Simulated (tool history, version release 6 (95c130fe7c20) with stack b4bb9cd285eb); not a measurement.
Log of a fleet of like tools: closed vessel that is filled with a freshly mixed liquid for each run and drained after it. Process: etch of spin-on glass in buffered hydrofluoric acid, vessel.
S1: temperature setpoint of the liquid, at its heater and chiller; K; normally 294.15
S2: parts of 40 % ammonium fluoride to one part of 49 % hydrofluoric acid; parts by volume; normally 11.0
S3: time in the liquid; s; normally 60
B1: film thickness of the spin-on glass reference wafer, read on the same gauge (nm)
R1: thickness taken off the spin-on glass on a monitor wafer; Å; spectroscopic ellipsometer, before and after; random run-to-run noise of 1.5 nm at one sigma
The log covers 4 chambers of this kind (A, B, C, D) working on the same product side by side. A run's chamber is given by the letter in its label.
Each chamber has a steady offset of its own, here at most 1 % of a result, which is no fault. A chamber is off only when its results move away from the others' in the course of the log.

{"hour": 6.9, "done": "chamber C: hydrofluoric acid flow meter replaced"}
{"hour": 11.3, "done": "chamber D: thermometer replaced"}
{"run": "1D", "hour": 12.2, "S1": 294.15, "S2": 11.0, "S3": 60, "B1": 70.027, "R1": 1891.4}
{"run": "2A", "hour": 21.5, "S1": 294.15, "S2": 11.0, "S3": 60, "B1": 70.01, "R1": 1888.1}
{"run": "3B", "hour": 36.7, "S1": 294.15, "S2": 11.0, "S3": 60, "B1": 70.019, "R1": 1903.2}
{"run": "4C", "hour": 52.0, "S1": 294.15, "S2": 11.0, "S3": 60, "B1": 69.981, "R1": 1913.9}
{"run": "5B", "hour": 63.3, "S1": 294.15, "S2": 11.0, "S3": 60, "B1": 70.002, "R1": 1934.0}
{"run": "6D", "hour": 71.1, "S1": 294.15, "S2": 11.0, "S3": 60, "B1": 69.983, "R1": 1911.0}
{"run": "7C", "hour": 86.5, "S1": 294.15, "S2": 11.0, "S3": 60, "B1": 69.998, "R1": 1872.0}
{"run": "8A", "hour": 97.6, "S1": 294.15, "S2": 11.0, "S3": 60, "B1": 69.993, "R1": 1915.5}
{"run": "9D", "hour": 105.7, "S1": 298.15, "S2": 11.0, "S3": 30, "B1": 70.009, "R1": 1191.8}
{"run": "10C", "hour": 116.3, "S1": 298.15, "S2": 11.0, "S3": 30, "B1": 69.971, "R1": 1173.4}
{"run": "11B", "hour": 125.1, "S1": 298.15, "S2": 11.0, "S3": 30, "B1": 69.977, "R1": 1182.6}
{"run": "12A", "hour": 140.8, "S1": 298.15, "S2": 11.0, "S3": 30, "B1": 70.017, "R1": 1155.0}
{"run": "13D", "hour": 150.4, "S1": 294.15, "S2": 11.0, "S3": 60, "B1": 69.978, "R1": 1893.4}
{"run": "14B", "hour": 161.5, "S1": 294.15, "S2": 11.0, "S3": 60, "B1": 70.009, "R1": 1864.3}
{"run": "15A", "hour": 177.4, "S1": 294.15, "S2": 11.0, "S3": 60, "B1": 69.986, "R1": 1832.8}
{"run": "16C", "hour": 186.9, "S1": 294.15, "S2": 11.0, "S3": 60, "B1": 70.02, "R1": 1914.2}
{"run": "17B", "hour": 194.8, "S1": 294.15, "S2": 14.5, "S3": 60, "B1": 70.0, "R1": 1459.1}
{"run": "18A", "hour": 208.9, "S1": 294.15, "S2": 14.5, "S3": 60, "B1": 70.016, "R1": 1388.9}
{"run": "19D", "hour": 223.3, "S1": 294.15, "S2": 14.5, "S3": 60, "B1": 69.994, "R1": 1451.6}
{"run": "20C", "hour": 236.2, "S1": 294.15, "S2": 14.5, "S3": 60, "B1": 69.986, "R1": 1465.9}
{"run": "21A", "hour": 245.7, "S1": 294.15, "S2": 11.0, "S3": 60, "B1": 69.975, "R1": 1784.8}
{"run": "22C", "hour": 256.9, "S1": 294.15, "S2": 11.0, "S3": 60, "B1": 69.983, "R1": 1925.3}
{"run": "23D", "hour": 269.9, "S1": 294.15, "S2": 11.0, "S3": 60, "B1": 69.994, "R1": 1900.1}
{"run": "24B", "hour": 286.3, "S1": 294.15, "S2": 11.0, "S3": 60, "B1": 69.964, "R1": 1900.7}
{"run": "25B", "hour": 300.1, "S1": 294.15, "S2": 9.0, "S3": 30, "B1": 70.009, "R1": 1110.5}
{"run": "26A", "hour": 316.3, "S1": 294.15, "S2": 9.0, "S3": 30, "B1": 70.001, "R1": 1014.8}

What goes on in this fleet: one chamber off, a drifting gauge, or nothing beyond the chambers' own small offsets? Name the chamber and the cause, if any.

Little by little, chamber A moves away from the other chambers.
Cause: liquid colder than its thermometer reads (K) = 1.84.
With only this log, it may be confused with: hydrofluoric acid flow below the setpoint (%).

Below are 4 candidate recipes for chamber A's next run, each the usual settings with a change, their results shown as question marks. Which of them brings A's results back in line with what the other chambers give on the usual settings?
In line here means within this much of the mean the other chambers give on the usual settings: R1 51.0 Å
{"run": "27A-1", "hour": 328.3, "S1": 296.15, "S2": 11.0, "S3": 60, "R1": "?"}
{"run": "27A-2", "hour": 328.3, "S1": 293.65, "S2": 12.0, "S3": 60, "R1": "?"}
{"run": "27A-3", "hour": 328.3, "S1": 293.15, "S2": 11.0, "S3": 60, "R1": "?"}
{"run": "27A-4", "hour": 328.3, "S1": 294.15, "S2": 10.5, "S3": 60, "R1": "?"}

Usual-settings mean across the other chambers: R1 1898.3 Å
run=27A-1 R1=1917.2
run=27A-2 R1=1534.1
run=27A-3 R1=1624.6
run=27A-4 R1=1796.9
27A-1 is the one that brings the chamber's results back in line with the other chambers.
